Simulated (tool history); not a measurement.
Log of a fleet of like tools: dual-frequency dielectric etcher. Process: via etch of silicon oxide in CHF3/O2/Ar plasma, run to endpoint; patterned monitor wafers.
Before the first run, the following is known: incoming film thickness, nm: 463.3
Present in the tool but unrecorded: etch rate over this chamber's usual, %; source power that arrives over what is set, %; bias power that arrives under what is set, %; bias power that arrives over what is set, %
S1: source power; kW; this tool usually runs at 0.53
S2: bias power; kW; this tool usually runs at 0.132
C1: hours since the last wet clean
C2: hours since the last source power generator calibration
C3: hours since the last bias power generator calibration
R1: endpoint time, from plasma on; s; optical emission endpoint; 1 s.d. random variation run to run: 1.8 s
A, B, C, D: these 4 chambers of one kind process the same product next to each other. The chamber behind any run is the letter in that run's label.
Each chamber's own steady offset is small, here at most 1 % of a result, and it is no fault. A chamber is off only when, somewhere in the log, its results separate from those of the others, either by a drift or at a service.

run   hour    S1     S2     C1      C2      C3      R1
 1A      8  0.53  0.132  454.9  1200.9  1007.8  277.07
 2C   22.9  0.53  0.132  237.3  1977.9    1274  274.36
 3B   35.8  0.53  0.132     95  2920.9  2550.7  271.92
 4D   50.4  0.53  0.132  472.7  3913.9   775.2  270.51
 5A   58.7  0.45  0.143  505.6  1251.6  1058.5  287.68
 6C   65.5  0.45  0.143  279.9  2020.5  1316.6  281.13
 7B   76.2  0.45  0.143  135.4  2961.3  2591.1  283.13
 8D   89.8  0.45  0.143  512.1  3953.3   814.6  278.02
 9B   99.8  0.59  0.132    159  2984.9  2614.7  262.31
     113.6  -- chamber B: bias power generator calibrated
10C  114.8  0.59  0.132  329.2  2069.8  1365.9  263.21
     124.2  -- chamber A: wet clean of the chamber
11D    126  0.59  0.132  548.3  3989.5   850.8  255.88
12A  138.6  0.59  0.132   14.5  1331.5  1138.4  265.07
13A  151.4  0.53  0.132   27.3  1344.3  1151.2  274.61
14B  160.5  0.53  0.132  219.7  3045.6    46.9  269.98
     160.7  -- chamber D: source power generator calibrated
15C  171.4  0.53  0.132  385.8  2126.4  1422.5  274.68
     181.5  -- chamber C: wet clean of the chamber
16D  184.7  0.53  0.132    607    24.1   909.5  271.56
17D  194.2  0.53  0.132  616.5    33.6     919  269.26
18B  203.5  0.53  0.132  262.7  3088.6    89.9  273.86
     208.3  -- chamber D: wet clean of the chamber
19C  213.9  0.53  0.132   32.5  2168.9    1465  260.88
20A  225.6  0.53  0.132  101.5  1418.5  1225.4   273.3
21C  240.5  0.53  0.132   59.1  2195.5  1491.6  262.94
22B  253.8  0.61  0.132    313  3138.9   140.2  261.39
23D    265  0.61  0.132   56.8   104.4   989.8  254.74
24A  276.9  0.61  0.132  152.8  1469.8  1276.7  260.26
25B  285.3  0.61  0.132  344.5  3170.4   171.7  256.44
26C    301  0.53  0.132  119.6    2256  1552.1  265.24
27D  311.3  0.53  0.132  103.1   150.7  1036.1  271.91

All 4 chambers run these settings next. Forecast each chamber's results:
28A  322.6  0.53  0.132               ?
28B  322.6  0.53  0.132               ?
28C  322.6  0.53  0.132               ?
28D  322.6  0.53  0.132               ?

run      R1
28A  277.43
28B  277.55
28C  262.86
28D  267.93
